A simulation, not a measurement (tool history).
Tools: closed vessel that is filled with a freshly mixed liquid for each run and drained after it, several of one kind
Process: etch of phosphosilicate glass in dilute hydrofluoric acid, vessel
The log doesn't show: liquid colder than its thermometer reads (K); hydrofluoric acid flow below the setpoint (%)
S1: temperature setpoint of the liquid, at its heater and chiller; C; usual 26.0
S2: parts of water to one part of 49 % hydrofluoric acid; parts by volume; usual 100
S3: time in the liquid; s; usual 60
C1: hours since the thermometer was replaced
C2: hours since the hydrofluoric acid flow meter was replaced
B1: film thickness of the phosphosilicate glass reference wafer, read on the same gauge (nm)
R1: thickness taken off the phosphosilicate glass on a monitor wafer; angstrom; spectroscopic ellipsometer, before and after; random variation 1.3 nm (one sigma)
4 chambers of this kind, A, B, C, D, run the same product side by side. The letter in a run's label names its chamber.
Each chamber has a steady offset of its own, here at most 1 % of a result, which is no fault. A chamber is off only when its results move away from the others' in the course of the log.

run 1D day=0.296 | S1=26.0 S2=100 S3=60 | C1=700.0 C2=625.1 | B1=50.006 | R1=1282.40
run 2C day=0.546 | S1=26.0 S2=100 S3=60 | C1=305.0 C2=374.0 | B1=49.982 | R1=1323.40
run 3B day=0.717 | S1=26.0 S2=100 S3=60 | C1=70.4 C2=803.5 | B1=49.988 | R1=1296.00
run 4A day=0.921 | S1=26.0 S2=100 S3=60 | C1=436.0 C2=826.8 | B1=50.011 | R1=1280.70
run 5B day=1.067 | S1=26.0 S2=100 S3=60 | C1=78.8 C2=811.9 | B1=50.009 | R1=1290.60
run 6A day=1.304 | S1=28.5 S2=100 S3=60 | C1=445.2 C2=836.0 | B1=49.977 | R1=1377.70
run 7D day=1.475 | S1=28.5 S2=100 S3=60 | C1=728.3 C2=653.4 | B1=49.980 | R1=1426.20
run 8C day=1.654 | S1=28.5 S2=100 S3=60 | C1=331.6 C2=400.6 | B1=50.008 | R1=1429.40
run 9C day=1.829 | S1=28.5 S2=100 S3=60 | C1=335.8 C2=404.8 | B1=49.990 | R1=1474.60
run 10A day=2.067 | S1=26.0 S2=100 S3=60 | C1=463.5 C2=854.3 | B1=49.981 | R1=1264.30
-- day=2.133 chamber D: hydrofluoric acid flow meter replaced
run 11B day=2.246 | S1=26.0 S2=100 S3=60 | C1=107.1 C2=840.2 | B1=49.996 | R1=1312.10
run 12D day=2.521 | S1=26.0 S2=100 S3=60 | C1=753.4 C2=9.4 | B1=50.014 | R1=1301.40
run 13A day=2.825 | S1=26.0 S2=100 S3=60 | C1=481.7 C2=872.5 | B1=50.018 | R1=1233.20
run 14D day=3.117 | S1=26.0 S2=100 S3=60 | C1=767.7 C2=23.7 | B1=49.976 | R1=1292.90
run 15B day=3.371 | S1=26.0 S2=100 S3=60 | C1=134.1 C2=867.2 | B1=49.954 | R1=1277.90
run 16C day=3.579 | S1=26.0 S2=100 S3=60 | C1=377.8 C2=446.8 | B1=49.972 | R1=1305.80
run 17C day=3.871 | S1=26.0 S2=100 S3=60 | C1=384.8 C2=453.8 | B1=50.026 | R1=1295.20
run 18B day=4.058 | S1=26.0 S2=100 S3=60 | C1=150.6 C2=883.7 | B1=50.008 | R1=1272.20
run 19A day=4.246 | S1=27.5 S2=100 S3=60 | C1=515.8 C2=906.6 | B1=50.009 | R1=1281.00
run 20D day=4.496 | S1=27.5 S2=100 S3=60 | C1=800.8 C2=56.8 | B1=50.016 | R1=1359.30
run 21C day=4.704 | S1=27.5 S2=100 S3=60 | C1=404.8 C2=473.8 | B1=50.008 | R1=1389.10
run 22B day=5.017 | S1=27.5 S2=100 S3=60 | C1=173.6 C2=906.7 | B1=50.024 | R1=1343.60
run 23D day=5.225 | S1=26.0 S2=100 S3=60 | C1=818.3 C2=74.3 | B1=49.974 | R1=1280.30
run 24A day=5.417 | S1=26.0 S2=100 S3=60 | C1=543.9 C2=934.7 | B1=49.967 | R1=1195.00
run 25A day=5.696 | S1=28.0 S2=100 S3=60 | C1=550.6 C2=941.4 | B1=49.997 | R1=1274.30
run 26D day=6.000 | S1=28.0 S2=100 S3=60 | C1=836.9 C2=92.9 | B1=50.009 | R1=1391.30
run 27B day=6.300 | S1=28.0 S2=100 S3=60 | C1=204.4 C2=937.5 | B1=49.977 | R1=1395.30
run 28C day=6.608 | S1=28.0 S2=100 S3=60 | C1=450.5 C2=519.5 | B1=49.972 | R1=1404.30
run 29A day=6.862 | S1=26.0 S2=100 S3=60 | C1=578.6 C2=969.4 | B1=50.015 | R1=1139.90
run 30C day=7.121 | S1=28.5 S2=100 S3=35 | C1=462.8 C2=531.8 | B1=50.002 | R1=830.15

Is one chamber off against the others, does the gauge drift, or is nothing wrong? If a chamber is off, say which, and what the likeliest cause is.

Chamber A drifts away from the others.
Cause: hydrofluoric acid flow below the setpoint (%) = 10.5.

Here are 4 candidates for chamber A's next run, each the usual settings with a change, their results left as question marks. Which one brings its results back in line with what the others give on the usual settings?
In line means no further than this from the other chambers' mean on the usual settings: R1 45.00 angstrom
run 31A-1 day=7.350 | S1=22.5 S2=100 S3=60 | R1=?
run 31A-2 day=7.350 | S1=26.0 S2=95 S3=60 | R1=?
run 31A-3 day=7.350 | S1=29.5 S2=100 S3=60 | R1=?
run 31A-4 day=7.350 | S1=24.5 S2=100 S3=60 | R1=?

The other chambers' mean on the usual settings: R1 1292.70 angstrom
run=31A-1 R1=994.21
run=31A-2 R1=1207.60
run=31A-3 R1=1298.20
run=31A-4 R1=1075.00
31A-3 brings the chamber back in line.
